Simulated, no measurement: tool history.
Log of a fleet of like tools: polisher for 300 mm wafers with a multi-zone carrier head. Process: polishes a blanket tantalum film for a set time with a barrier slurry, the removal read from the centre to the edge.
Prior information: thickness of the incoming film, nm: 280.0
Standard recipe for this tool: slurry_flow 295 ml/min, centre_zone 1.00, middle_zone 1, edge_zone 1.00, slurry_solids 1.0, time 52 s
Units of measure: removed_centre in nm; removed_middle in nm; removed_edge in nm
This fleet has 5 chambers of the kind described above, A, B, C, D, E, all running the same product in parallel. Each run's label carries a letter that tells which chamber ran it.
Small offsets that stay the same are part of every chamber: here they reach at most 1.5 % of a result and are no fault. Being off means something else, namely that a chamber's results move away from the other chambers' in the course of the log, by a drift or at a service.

{"hour": 2.0, "done": "chamber B: slurry nozzle cleaned"}
{"run": "1A", "hour": 3.1, "slurry_flow": 295, "centre_zone": 1.0, "middle_zone": 1, "edge_zone": 1.0, "slurry_solids": 1.0, "time": 52, "removed_centre": 72.163, "removed_middle": 72.275, "removed_edge": 71.683}
{"run": "2E", "hour": 7.0, "slurry_flow": 295, "centre_zone": 1.0, "middle_zone": 1, "edge_zone": 1.0, "slurry_solids": 1.0, "time": 52, "removed_centre": 72.835, "removed_middle": 72.012, "removed_edge": 70.976}
{"run": "3D", "hour": 11.4, "slurry_flow": 295, "centre_zone": 1.0, "middle_zone": 1, "edge_zone": 1.0, "slurry_solids": 1.0, "time": 52, "removed_centre": 71.619, "removed_middle": 72.218, "removed_edge": 72.551}
{"hour": 16.0, "done": "chamber A: worn pad replaced by a new one"}
{"run": "4B", "hour": 16.5, "slurry_flow": 295, "centre_zone": 1.0, "middle_zone": 1, "edge_zone": 1.0, "slurry_solids": 1.0, "time": 52, "removed_centre": 73.346, "removed_middle": 70.69, "removed_edge": 71.848}
{"run": "5C", "hour": 19.8, "slurry_flow": 295, "centre_zone": 1.0, "middle_zone": 1, "edge_zone": 1.0, "slurry_solids": 1.0, "time": 52, "removed_centre": 73.247, "removed_middle": 71.929, "removed_edge": 69.708}
{"run": "6B", "hour": 23.0, "slurry_flow": 295, "centre_zone": 1.0, "middle_zone": 1, "edge_zone": 1.0, "slurry_solids": 1.0, "time": 52, "removed_centre": 71.009, "removed_middle": 70.684, "removed_edge": 73.444}
{"run": "7C", "hour": 26.4, "slurry_flow": 295, "centre_zone": 1.0, "middle_zone": 1, "edge_zone": 1.0, "slurry_solids": 1.0, "time": 52, "removed_centre": 71.638, "removed_middle": 70.522, "removed_edge": 72.202}
{"run": "8D", "hour": 31.0, "slurry_flow": 295, "centre_zone": 1.0, "middle_zone": 1, "edge_zone": 1.0, "slurry_solids": 1.0, "time": 52, "removed_centre": 74.068, "removed_middle": 72.263, "removed_edge": 73.625}
{"run": "9E", "hour": 35.5, "slurry_flow": 295, "centre_zone": 1.05, "middle_zone": 1, "edge_zone": 1.0, "slurry_solids": 1.0, "time": 52, "removed_centre": 75.839, "removed_middle": 71.523, "removed_edge": 71.862}
{"hour": 37.6, "done": "chamber C: edge zone pressure recalibrated"}
{"run": "10A", "hour": 39.5, "slurry_flow": 295, "centre_zone": 1.05, "middle_zone": 1, "edge_zone": 1.0, "slurry_solids": 1.0, "time": 52, "removed_centre": 76.409, "removed_middle": 72.559, "removed_edge": 70.766}
{"run": "11D", "hour": 42.7, "slurry_flow": 295, "centre_zone": 1.05, "middle_zone": 1, "edge_zone": 1.0, "slurry_solids": 1.0, "time": 52, "removed_centre": 75.408, "removed_middle": 73.554, "removed_edge": 71.049}
{"run": "12B", "hour": 47.4, "slurry_flow": 295, "centre_zone": 1.05, "middle_zone": 1, "edge_zone": 1.0, "slurry_solids": 1.0, "time": 52, "removed_centre": 75.701, "removed_middle": 70.854, "removed_edge": 71.88}
{"hour": 49.4, "done": "chamber C: worn pad replaced by a new one"}
{"run": "13C", "hour": 53.1, "slurry_flow": 295, "centre_zone": 1.05, "middle_zone": 1, "edge_zone": 1.0, "slurry_solids": 1.0, "time": 52, "removed_centre": 75.96, "removed_middle": 71.747, "removed_edge": 71.023}
{"hour": 56.6, "done": "chamber D: worn pad replaced by a new one"}
{"run": "14A", "hour": 58.4, "slurry_flow": 295, "centre_zone": 1.0, "middle_zone": 1, "edge_zone": 1.0, "slurry_solids": 1.0, "time": 52, "removed_centre": 73.806, "removed_middle": 72.352, "removed_edge": 74.137}
{"run": "15E", "hour": 63.8, "slurry_flow": 295, "centre_zone": 1.0, "middle_zone": 1, "edge_zone": 0.91, "slurry_solids": 0.8, "time": 52, "removed_centre": 65.807, "removed_middle": 66.118, "removed_edge": 63.757}
{"run": "16A", "hour": 69.9, "slurry_flow": 295, "centre_zone": 1.0, "middle_zone": 1, "edge_zone": 0.91, "slurry_solids": 0.8, "time": 52, "removed_centre": 66.951, "removed_middle": 66.857, "removed_edge": 65.185}
{"run": "17B", "hour": 75.5, "slurry_flow": 295, "centre_zone": 1.0, "middle_zone": 1, "edge_zone": 0.91, "slurry_solids": 0.8, "time": 52, "removed_centre": 68.242, "removed_middle": 65.587, "removed_edge": 64.148}
{"run": "18C", "hour": 79.9, "slurry_flow": 295, "centre_zone": 1.0, "middle_zone": 1, "edge_zone": 0.91, "slurry_solids": 0.8, "time": 52, "removed_centre": 68.991, "removed_middle": 66.544, "removed_edge": 64.724}
{"hour": 82.8, "done": "chamber C: centre zone pressure recalibrated"}
{"run": "19E", "hour": 83.3, "slurry_flow": 295, "centre_zone": 1.0, "middle_zone": 1, "edge_zone": 0.91, "slurry_solids": 0.8, "time": 52, "removed_centre": 63.141, "removed_middle": 67.565, "removed_edge": 62.36}
{"run": "20D", "hour": 87.8, "slurry_flow": 295, "centre_zone": 1.0, "middle_zone": 1, "edge_zone": 1.0, "slurry_solids": 1.0, "time": 52, "removed_centre": 73.009, "removed_middle": 71.143, "removed_edge": 72.995}
{"run": "21A", "hour": 93.4, "slurry_flow": 295, "centre_zone": 1.0, "middle_zone": 1, "edge_zone": 1.0, "slurry_solids": 1.0, "time": 52, "removed_centre": 71.629, "removed_middle": 72.227, "removed_edge": 74.455}
{"run": "22B", "hour": 98.0, "slurry_flow": 295, "centre_zone": 1.0, "middle_zone": 1, "edge_zone": 1.0, "slurry_solids": 1.0, "time": 52, "removed_centre": 72.008, "removed_middle": 71.532, "removed_edge": 71.057}
{"run": "23E", "hour": 100.8, "slurry_flow": 295, "centre_zone": 1.0, "middle_zone": 1, "edge_zone": 1.0, "slurry_solids": 1.0, "time": 52, "removed_centre": 66.816, "removed_middle": 72.124, "removed_edge": 71.833}
{"run": "24C", "hour": 104.2, "slurry_flow": 295, "centre_zone": 1.0, "middle_zone": 1, "edge_zone": 1.0, "slurry_solids": 1.0, "time": 52, "removed_centre": 73.32, "removed_middle": 71.452, "removed_edge": 70.714}
{"run": "25D", "hour": 110.6, "slurry_flow": 295, "centre_zone": 1.0, "middle_zone": 1, "edge_zone": 1.0, "slurry_solids": 1.0, "time": 52, "removed_centre": 73.413, "removed_middle": 73.743, "removed_edge": 71.004}
{"run": "26E", "hour": 114.2, "slurry_flow": 295, "centre_zone": 1.0, "middle_zone": 1, "edge_zone": 1.0, "slurry_solids": 1.0, "time": 52, "removed_centre": 65.999, "removed_middle": 72.315, "removed_edge": 73.834}
{"run": "27B", "hour": 118.4, "slurry_flow": 295, "centre_zone": 1.0, "middle_zone": 1, "edge_zone": 1.0, "slurry_solids": 1.0, "time": 52, "removed_centre": 72.889, "removed_middle": 71.302, "removed_edge": 72.43}
{"run": "28A", "hour": 123.5, "slurry_flow": 295, "centre_zone": 1.0, "middle_zone": 1, "edge_zone": 1.0, "slurry_solids": 1.0, "time": 52, "removed_centre": 70.556, "removed_middle": 72.227, "removed_edge": 72.501}
{"hour": 126.7, "done": "chamber E: worn pad replaced by a new one"}
{"run": "29C", "hour": 127.5, "slurry_flow": 295, "centre_zone": 1.0, "middle_zone": 1, "edge_zone": 1.0, "slurry_solids": 1.0, "time": 52, "removed_centre": 73.895, "removed_middle": 71.743, "removed_edge": 73.828}
{"hour": 128.4, "done": "chamber D: edge zone pressure recalibrated"}
{"run": "30D", "hour": 131.5, "slurry_flow": 295, "centre_zone": 1.0, "middle_zone": 1, "edge_zone": 1.0, "slurry_solids": 1.0, "time": 52, "removed_centre": 72.2, "removed_middle": 73.236, "removed_edge": 70.851}
{"run": "31C", "hour": 135.2, "slurry_flow": 295, "centre_zone": 1.0, "middle_zone": 1, "edge_zone": 1.0, "slurry_solids": 1.0, "time": 52, "removed_centre": 71.594, "removed_middle": 72.119, "removed_edge": 71.367}
{"run": "32D", "hour": 140.0, "slurry_flow": 295, "centre_zone": 1.0, "middle_zone": 1, "edge_zone": 1.0, "slurry_solids": 1.0, "time": 52, "removed_centre": 72.496, "removed_middle": 72.948, "removed_edge": 72.117}
{"run": "33A", "hour": 143.1, "slurry_flow": 295, "centre_zone": 1.0, "middle_zone": 1, "edge_zone": 1.0, "slurry_solids": 1.0, "time": 52, "removed_centre": 70.987, "removed_middle": 72.031, "removed_edge": 70.576}
{"run": "34E", "hour": 146.0, "slurry_flow": 295, "centre_zone": 1.0, "middle_zone": 1, "edge_zone": 1.0, "slurry_solids": 1.0, "time": 52, "removed_centre": 63.979, "removed_middle": 72.662, "removed_edge": 70.24}
{"hour": 146.3, "done": "chamber E: edge zone pressure recalibrated"}
{"run": "35B", "hour": 150.0, "slurry_flow": 295, "centre_zone": 1.0, "middle_zone": 1, "edge_zone": 1.0, "slurry_solids": 1.0, "time": 52, "removed_centre": 71.236, "removed_middle": 71.49, "removed_edge": 72.086}
{"run": "36B", "hour": 153.9, "slurry_flow": 295, "centre_zone": 1.0, "middle_zone": 1, "edge_zone": 1.0, "slurry_solids": 1.0, "time": 52, "removed_centre": 70.908, "removed_middle": 72.231, "removed_edge": 70.848}
{"hour": 154.5, "done": "chamber B: worn pad replaced by a new one"}
{"hour": 157.9, "done": "chamber E: slurry nozzle cleaned"}
{"run": "37D", "hour": 159.1, "slurry_flow": 295, "centre_zone": 1.0, "middle_zone": 1, "edge_zone": 1.0, "slurry_solids": 1.0, "time": 52, "removed_centre": 72.135, "removed_middle": 72.06, "removed_edge": 71.59}
{"run": "38C", "hour": 164.1, "slurry_flow": 295, "centre_zone": 1.0, "middle_zone": 1, "edge_zone": 1.0, "slurry_solids": 1.0, "time": 52, "removed_centre": 73.753, "removed_middle": 71.839, "removed_edge": 72.841}
{"hour": 164.2, "done": "chamber A: edge zone pressure recalibrated"}
{"run": "39A", "hour": 167.1, "slurry_flow": 295, "centre_zone": 1.0, "middle_zone": 1, "edge_zone": 1.0, "slurry_solids": 1.0, "time": 52, "removed_centre": 70.753, "removed_middle": 72.241, "removed_edge": 71.403}
{"run": "40E", "hour": 171.4, "slurry_flow": 295, "centre_zone": 1.0, "middle_zone": 1, "edge_zone": 1.0, "slurry_solids": 1.0, "time": 52, "removed_centre": 63.209, "removed_middle": 73.11, "removed_edge": 69.467}
{"run": "41B", "hour": 175.6, "slurry_flow": 295, "centre_zone": 1.0, "middle_zone": 1, "edge_zone": 1.0, "slurry_solids": 1.0, "time": 52, "removed_centre": 72.422, "removed_middle": 70.165, "removed_edge": 70.696}

What goes on in this fleet: one chamber off, a drifting gauge, or nothing beyond the chambers' own small offsets? Name the chamber and the cause, if any.

One chamber, E, drifts off from the rest bit by bit.
Most likely cause: centre zone's pressure below its setpoint, % = 11.8.

Chamber E could run next with any of the 4 candidate recipes listed below; each alters the usual settings, and their results appear as question marks. Which one brings its results back in line with what the other chambers deliver on the usual settings?
Allowed miss from the other chambers' usual-settings mean, per result, to count as in line: removed_centre 2.900 nm; removed_middle 2.300 nm; removed_edge 3.800 nm
{"run": "42E-1", "hour": 180.2, "slurry_flow": 290, "centre_zone": 0.89, "middle_zone": 1.03, "edge_zone": 1.03, "slurry_solids": 1.0, "time": 51, "removed_centre": "?", "removed_middle": "?", "removed_edge": "?"}
{"run": "42E-2", "hour": 180.2, "slurry_flow": 285, "centre_zone": 0.83, "middle_zone": 1.05, "edge_zone": 1.06, "slurry_solids": 1.0, "time": 50, "removed_centre": "?", "removed_middle": "?", "removed_edge": "?"}
{"run": "42E-3", "hour": 180.2, "slurry_flow": 300, "centre_zone": 1.11, "middle_zone": 0.97, "edge_zone": 0.97, "slurry_solids": 1.0, "time": 53, "removed_centre": "?", "removed_middle": "?", "removed_edge": "?"}
{"run": "42E-4", "hour": 180.2, "slurry_flow": 315, "centre_zone": 1.17, "middle_zone": 0.94, "edge_zone": 0.91, "slurry_solids": 1.0, "time": 55, "removed_centre": "?", "removed_middle": "?", "removed_edge": "?"}

What the other chambers average on the usual settings: removed_centre 72.189 nm; removed_middle 71.913 nm; removed_edge 72.059 nm
run=42E-1 removed_centre=53.992 removed_middle=73.091 removed_edge=71.906
run=42E-2 removed_centre=48.774 removed_middle=72.812 removed_edge=71.490
run=42E-3 removed_centre=72.170 removed_middle=72.108 removed_edge=72.617
run=42E-4 removed_centre=79.770 removed_middle=73.060 removed_edge=73.190
Change 42E-3 lands the chamber within the allowed miss of the other chambers.

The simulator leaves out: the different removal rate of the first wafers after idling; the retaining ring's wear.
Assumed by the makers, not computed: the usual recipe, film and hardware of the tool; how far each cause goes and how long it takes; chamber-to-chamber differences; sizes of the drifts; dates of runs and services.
